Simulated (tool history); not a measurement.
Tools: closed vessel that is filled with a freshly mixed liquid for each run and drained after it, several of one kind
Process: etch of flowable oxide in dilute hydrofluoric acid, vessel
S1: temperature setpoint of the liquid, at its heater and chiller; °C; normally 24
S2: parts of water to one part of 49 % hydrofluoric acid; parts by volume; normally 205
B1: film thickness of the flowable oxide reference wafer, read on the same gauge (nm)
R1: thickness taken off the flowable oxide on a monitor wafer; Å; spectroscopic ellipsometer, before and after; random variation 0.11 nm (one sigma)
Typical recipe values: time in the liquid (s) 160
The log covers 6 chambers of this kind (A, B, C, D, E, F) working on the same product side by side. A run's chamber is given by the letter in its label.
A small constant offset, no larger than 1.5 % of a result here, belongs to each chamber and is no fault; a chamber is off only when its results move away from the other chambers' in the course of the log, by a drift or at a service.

Run 1D, hour 3.8: usual settings; B1 89.999. Result: R1 243.53 Å.
Run 2A, hour 9.7: usual settings; B1 89.987. Result: R1 241.00 Å.
Run 3C, hour 16.5: usual settings; B1 90.018. Result: R1 241.77 Å.
Run 4E, hour 22.8: usual settings; B1 90.008. Result: R1 241.79 Å.
Run 5B, hour 31.7: usual settings; B1 89.998. Result: R1 244.22 Å.
Run 6F, hour 39.6: usual settings; B1 89.980. Result: R1 243.35 Å.
Run 7B, hour 45.1: usual settings; B1 89.987. Result: R1 243.26 Å.
Run 8E, hour 52.7: usual settings; B1 89.999. Result: R1 241.75 Å.
Run 9C, hour 61.1: usual settings; B1 90.001. Result: R1 241.07 Å.
Run 10D, hour 67.2: usual settings; B1 89.990. Result: R1 241.82 Å.
Run 11A, hour 71.6: usual settings; B1 89.993. Result: R1 241.58 Å.
Run 12F, hour 79.1: usual settings; B1 89.990. Result: R1 244.60 Å.
Run 13F, hour 87.2: usual settings; B1 90.003. Result: R1 245.36 Å.
Run 14B, hour 94.2: usual settings; B1 89.992. Result: R1 243.18 Å.
At hour 97.8: chamber F: thermometer replaced.
Run 15E, hour 100.6: usual settings; B1 89.985. Result: R1 242.59 Å.
Run 16A, hour 106.1: usual settings; B1 90.022. Result: R1 241.04 Å.
Run 17D, hour 110.5: usual settings but S2 265 parts by volume, time in the liquid (s) 190; B1 89.975. Result: R1 209.89 Å.
Run 18C, hour 115.8: usual settings but S2 265 parts by volume, time in the liquid (s) 190; B1 90.016. Result: R1 208.87 Å.
Run 19C, hour 122.2: usual settings but S2 265 parts by volume, time in the liquid (s) 190; B1 89.988. Result: R1 207.82 Å.
Run 20A, hour 126.1: usual settings but S2 265 parts by volume, time in the liquid (s) 190; B1 90.009. Result: R1 207.36 Å.
Run 21F, hour 132.4: usual settings but S2 265 parts by volume, time in the liquid (s) 190; B1 89.999. Result: R1 215.79 Å.
Run 22B, hour 136.5: usual settings but S2 265 parts by volume, time in the liquid (s) 190; B1 90.005. Result: R1 211.39 Å.
At hour 136.7: chamber E: thermometer replaced.
Run 23D, hour 141.4: usual settings; B1 90.005. Result: R1 243.10 Å.
Run 24E, hour 149.6: usual settings but S1 26 °C, time in the liquid (s) 215; B1 89.989. Result: R1 352.39 Å.
Run 25B, hour 154.8: usual settings but S1 26 °C, time in the liquid (s) 215; B1 90.010. Result: R1 353.86 Å.
Run 26E, hour 160.7: usual settings but S1 26 °C, time in the liquid (s) 215; B1 89.999. Result: R1 354.00 Å.
Run 27C, hour 167.5: usual settings but S1 26 °C, time in the liquid (s) 215; B1 89.986. Result: R1 348.40 Å.
Run 28A, hour 172.9: usual settings but S1 26 °C, time in the liquid (s) 215; B1 90.005. Result: R1 349.92 Å.
Run 29D, hour 177.0: usual settings but S1 26 °C, time in the liquid (s) 215; B1 90.014. Result: R1 350.51 Å.
Run 30F, hour 181.3: usual settings but S2 115 parts by volume, time in the liquid (s) 125; B1 90.001. Result: R1 385.26 Å.
Run 31C, hour 185.7: usual settings but S2 115 parts by volume, time in the liquid (s) 125; B1 90.042. Result: R1 371.66 Å.
Run 32A, hour 192.1: usual settings but S2 115 parts by volume, time in the liquid (s) 125; B1 89.985. Result: R1 376.70 Å.
Run 33D, hour 196.9: usual settings but S2 115 parts by volume, time in the liquid (s) 125; B1 89.998. Result: R1 373.37 Å.
Run 34B, hour 202.8: usual settings but S2 115 parts by volume, time in the liquid (s) 125; B1 90.019. Result: R1 379.33 Å.
Run 35E, hour 211.4: usual settings but S2 115 parts by volume, time in the liquid (s) 125; B1 90.009. Result: R1 374.25 Å.
Run 36F, hour 215.6: usual settings; B1 90.001. Result: R1 257.73 Å.

One chamber off, gauge drift, or nothing amiss beyond the chambers' own small offsets? If it is a chamber, which one, and what is the likeliest cause?

One chamber, F, drifts off from the rest bit by bit.
Cause: hydrofluoric acid flow above the setpoint (%) = 4.31.

Which of the 4 candidates below, each the usual settings with something changed and its results left as question marks, puts chamber F back in line with what the other chambers give on the usual settings?
In line here means within this much of the mean the other chambers give on the usual settings: R1 3.70 Å
Run 37F-1, hour 222.0: usual settings but S2 200 parts by volume, time in the liquid (s) 165. Result: R1 ?.
Run 37F-2, hour 222.0: usual settings but S1 23.5 °C. Result: R1 ?.
Run 37F-3, hour 222.0: usual settings but S2 210 parts by volume, time in the liquid (s) 155. Result: R1 ?.
Run 37F-4, hour 222.0: usual settings but S1 24.5 °C. Result: R1 ?.

Other chambers, usual settings, mean: R1 242.59 Å
  run      R1
37F-1  272.99
37F-2  252.15
37F-3  241.83
37F-4  261.86
37F-3 is the one that brings the chamber's results back in line with the other chambers.

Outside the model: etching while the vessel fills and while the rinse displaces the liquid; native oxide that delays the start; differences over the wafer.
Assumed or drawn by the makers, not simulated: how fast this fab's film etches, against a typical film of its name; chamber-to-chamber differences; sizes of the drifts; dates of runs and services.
